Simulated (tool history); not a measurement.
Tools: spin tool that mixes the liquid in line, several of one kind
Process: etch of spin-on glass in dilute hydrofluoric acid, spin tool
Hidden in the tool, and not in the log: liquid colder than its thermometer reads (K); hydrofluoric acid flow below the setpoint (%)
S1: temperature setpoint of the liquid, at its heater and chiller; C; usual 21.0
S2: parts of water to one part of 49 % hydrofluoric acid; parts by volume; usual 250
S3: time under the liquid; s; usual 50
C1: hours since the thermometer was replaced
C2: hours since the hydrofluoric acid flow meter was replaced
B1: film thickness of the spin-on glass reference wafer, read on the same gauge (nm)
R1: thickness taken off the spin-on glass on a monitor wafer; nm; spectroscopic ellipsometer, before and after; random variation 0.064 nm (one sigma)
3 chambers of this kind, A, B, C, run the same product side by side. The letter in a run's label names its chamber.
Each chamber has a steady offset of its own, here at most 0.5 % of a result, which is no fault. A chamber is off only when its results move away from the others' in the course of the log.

run    day    S1   S2  S3     C1     C2      B1       R1
 1C  0.375  21.0  250  50  562.6  455.0  109.97   9.5576
 2A  0.700  21.0  250  50  739.1  531.7  110.01   9.5281
 3B  1.212  21.0  250  50   83.9  335.5  109.99   9.5492
 4A  1.571  21.0  250  50  760.0  552.6  109.96   9.4379
 5B  1.850  21.0  250  50   99.2  350.8  110.03   9.5709
 6C  2.292  21.0  250  50  608.6  501.0  110.00   9.6636
 7B  2.596  21.0  250  50  117.1  368.7  110.04   9.6656
 8C  3.000  21.0  250  50  625.6  518.0  110.03   9.5553
 9A  3.296  21.0  250  50  801.4  594.0  110.00   9.2520
10A  3.667  21.0  250  50  810.3  602.9  109.96   9.1263
11C  4.025  21.0  250  50  650.2  542.6  109.99   9.5419
12B  4.262  25.0  170  50  157.1  408.7  109.97  17.9430
13C  4.567  25.0  170  50  663.2  555.6  110.02  17.6330
14B  5.012  25.0  170  50  175.1  426.7  109.98  17.8100
15A  5.383  21.0  250  50  851.5  644.1  110.03   9.0604
16C  5.692  21.0  250  50  690.2  582.6  110.03   9.4984
17A  6.092  21.0  250  50  868.5  661.1  110.02   8.9446
18B  6.408  21.0  250  50  208.6  460.2  110.02   9.5208
19A  6.721  17.5  250  50  883.6  676.2  110.02   7.7989
20B  7.092  17.5  250  50  225.0  476.6  110.05   8.3546
21C  7.325  17.5  250  50  729.4  621.8  109.99   8.4293
22C  7.738  21.0  250  50  739.3  631.7  110.01   9.6344

Next, every chamber runs the same settings. What will each give?
23A  8.104  24.5  250  50               ?
23B  8.104  24.5  250  50               ?
23C  8.104  24.5  250  50               ?

run       R1
23A   9.7866
23B  10.8490
23C  10.8970
